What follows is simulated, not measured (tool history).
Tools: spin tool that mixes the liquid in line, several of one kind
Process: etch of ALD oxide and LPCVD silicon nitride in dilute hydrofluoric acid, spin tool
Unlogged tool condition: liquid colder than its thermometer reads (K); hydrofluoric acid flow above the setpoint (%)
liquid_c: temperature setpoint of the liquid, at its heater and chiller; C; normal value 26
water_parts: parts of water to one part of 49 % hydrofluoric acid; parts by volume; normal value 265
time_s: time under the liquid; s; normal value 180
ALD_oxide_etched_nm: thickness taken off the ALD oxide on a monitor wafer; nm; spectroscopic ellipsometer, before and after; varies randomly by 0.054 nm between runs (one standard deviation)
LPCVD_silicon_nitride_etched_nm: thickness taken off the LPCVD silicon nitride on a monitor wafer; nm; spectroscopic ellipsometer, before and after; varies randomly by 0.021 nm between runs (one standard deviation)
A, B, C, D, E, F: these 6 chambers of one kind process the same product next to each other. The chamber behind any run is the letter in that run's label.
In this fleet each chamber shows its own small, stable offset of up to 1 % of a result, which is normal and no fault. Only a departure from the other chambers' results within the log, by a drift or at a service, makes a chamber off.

| run | day | liquid_c | water_parts | time_s | hours since the thermometer was replaced | hours since the hydrofluoric acid flow meter was replaced | read-back film thickness of the ALD oxide reference wafer, read on the same gauge (nm) | read-back film thickness of the LPCVD silicon nitride reference wafer, read on the same gauge (nm) | ALD_oxide_etched_nm | LPCVD_silicon_nitride_etched_nm |
|---|---|---|---|---|---|---|---|---|---|---|
| 1B | 0.262 | 26 | 265 | 180 | 958.4 | 636.4 | 109.98 | 39.989 | 5.9146 | 0.41604 |
| 2D | 0.525 | 26 | 265 | 180 | 186.9 | 2068.9 | 110.01 | 39.979 | 6.0156 | 0.45309 |
| 3E | 0.708 | 26 | 265 | 180 | 1395.4 | 52.2 | 110.04 | 39.994 | 5.8372 | 0.42056 |
| 4C | 0.879 | 26 | 265 | 180 | 1300.1 | 827 | 110.02 | 39.986 | 6.0784 | 0.45256 |
| 5F | 1.054 | 21.5 | 265 | 180 | 154.1 | 1885.6 | 110.01 | 39.999 | 5.0913 | 0.31199 |
| 6A | 1.238 | 21.5 | 265 | 180 | 1295.8 | 289.6 | 110.01 | 39.99 | 5.1724 | 0.32778 |
| 7E | 1.404 | 21.5 | 265 | 180 | 1412.1 | 68.9 | 110.01 | 40.023 | 5.0392 | 0.3215 |
| 8D | 1.658 | 21.5 | 265 | 180 | 214.1 | 2096.1 | 109.97 | 40.014 | 5.0589 | 0.32464 |
| 9A | 1.871 | 21.5 | 265 | 180 | 1311 | 304.8 | 109.99 | 40.002 | 5.1373 | 0.31238 |
| 10B | 2 | 21.5 | 265 | 180 | 1000.1 | 678.1 | 109.99 | 40.008 | 5.1084 | 0.32548 |
| 11F | 2.154 | 26 | 265 | 180 | 180.5 | 1912 | 110.03 | 39.998 | 6.0755 | 0.44598 |
| 12C | 2.279 | 26 | 265 | 180 | 1333.7 | 860.6 | 109.97 | 39.988 | 5.8976 | 0.40863 |
| 13B | 2.492 | 26 | 265 | 180 | 1011.9 | 689.9 | 110.03 | 40.017 | 5.9957 | 0.42416 |
| 14A | 2.712 | 26 | 265 | 180 | 1331.2 | 325 | 109.99 | 39.99 | 5.9793 | 0.42055 |
| 15D | 2.967 | 26 | 265 | 180 | 245.5 | 2127.5 | 110.01 | 39.99 | 5.9313 | 0.4359 |
| 16E | 3.183 | 22 | 265 | 180 | 1454.8 | 111.6 | 109.98 | 40.018 | 5.1093 | 0.34164 |
| 17F | 3.329 | 22 | 265 | 180 | 208.7 | 1940.2 | 110 | 40.003 | 5.1678 | 0.33211 |
| 18C | 3.533 | 22 | 265 | 180 | 1363.8 | 890.7 | 110.02 | 39.977 | 5.2068 | 0.35021 |
| 19C | 3.75 | 22 | 265 | 180 | 1369 | 895.9 | 109.99 | 40.006 | 5.1664 | 0.30227 |
| 20B | 3.921 | 22 | 265 | 180 | 1046.2 | 724.2 | 110.01 | 40 | 5.0964 | 0.36566 |
| 21F | 4.104 | 22 | 265 | 180 | 227.3 | 1958.8 | 109.98 | 40.009 | 5.2653 | 0.34353 |
| 22D | 4.267 | 26 | 325 | 100 | 276.7 | 2158.7 | 109.97 | 39.963 | 2.5975 | 0.19177 |
| 23A | 4.546 | 26 | 325 | 100 | 1375.2 | 369 | 109.99 | 40.023 | 2.5658 | 0.19326 |
| 24E | 4.7 | 26 | 325 | 100 | 1491.2 | 148 | 110.01 | 40.021 | 2.5166 | 0.19456 |
| 25B | 4.846 | 26 | 325 | 100 | 1068.4 | 746.4 | 110.02 | 39.967 | 2.5475 | 0.19387 |
| 26A | 5.108 | 26 | 325 | 100 | 1388.7 | 382.5 | 109.99 | 40.03 | 2.5631 | 0.18673 |
| 27C | 5.242 | 26 | 325 | 100 | 1404.8 | 931.7 | 110.05 | 40.004 | 2.4552 | 0.19879 |
| 28F | 5.512 | 26 | 265 | 180 | 261.1 | 1992.6 | 110.01 | 39.992 | 5.9731 | 0.39227 |
| 29E | 5.721 | 26 | 265 | 180 | 1515.7 | 172.5 | 110.02 | 40.028 | 5.8469 | 0.40115 |
| 30D | 5.942 | 26 | 265 | 180 | 316.9 | 2198.9 | 110.02 | 39.993 | 6.0208 | 0.44087 |
| 31A | 6.2 | 28 | 265 | 270 | 1414.9 | 408.7 | 109.98 | 39.986 | 9.6246 | 0.7147 |
| 32C | 6.408 | 28 | 265 | 270 | 1432.8 | 959.7 | 109.99 | 40.022 | 9.2305 | 0.65415 |
|  | 6.479 | chamber D: hydrofluoric acid flow meter replaced |
| 33F | 6.529 | 28 | 265 | 270 | 285.5 | 2017 | 109.98 | 39.97 | 9.8138 | 0.70068 |
| 34D | 6.808 | 28 | 265 | 270 | 337.7 | 8 | 109.97 | 39.997 | 9.7843 | 0.72345 |
| 35B | 7.038 | 28 | 265 | 270 | 1121 | 799 | 109.98 | 40.01 | 9.6867 | 0.70009 |
| 36E | 7.183 | 28 | 265 | 270 | 1550.8 | 207.6 | 110 | 39.999 | 9.5108 | 0.69733 |
| 37E | 7.408 | 22.5 | 265 | 180 | 1556.2 | 213 | 110.01 | 39.998 | 5.222 | 0.30504 |
| 38A | 7.633 | 22.5 | 265 | 180 | 1449.3 | 443.1 | 109.95 | 40.017 | 5.3541 | 0.30665 |
| 39B | 7.858 | 22.5 | 265 | 180 | 1140.7 | 818.7 | 110.03 | 39.975 | 5.2698 | 0.38084 |
| 40D | 8.104 | 22.5 | 265 | 180 | 368.8 | 39.1 | 110.01 | 40.028 | 5.3147 | 0.35008 |
| 41C | 8.375 | 22.5 | 265 | 180 | 1480 | 1006.9 | 110.03 | 39.987 | 4.9592 | 0.31558 |
| 42F | 8.604 | 22.5 | 265 | 180 | 335.3 | 2066.8 | 109.99 | 39.975 | 5.3156 | 0.33594 |

Next, all 6 chambers run the settings below, one line each with question marks for the results. What does each chamber give?
| 43A | 8.808 | 26 | 265 | 180 |  |  |  |  | ? | ? |
| 43B | 8.808 | 26 | 265 | 180 |  |  |  |  | ? | ? |
| 43C | 8.808 | 26 | 265 | 180 |  |  |  |  | ? | ? |
| 43D | 8.808 | 26 | 265 | 180 |  |  |  |  | ? | ? |
| 43E | 8.808 | 26 | 265 | 180 |  |  |  |  | ? | ? |
| 43F | 8.808 | 26 | 265 | 180 |  |  |  |  | ? | ? |

| run | ALD_oxide_etched_nm | LPCVD_silicon_nitride_etched_nm |
|---|---|---|
| 43A | 6.0121 | 0.43613 |
| 43B | 5.9306 | 0.46583 |
| 43C | 5.6546 | 0.40002 |
| 43D | 5.9899 | 0.40077 |
| 43E | 5.9625 | 0.44178 |
| 43F | 6.0497 | 0.44032 |
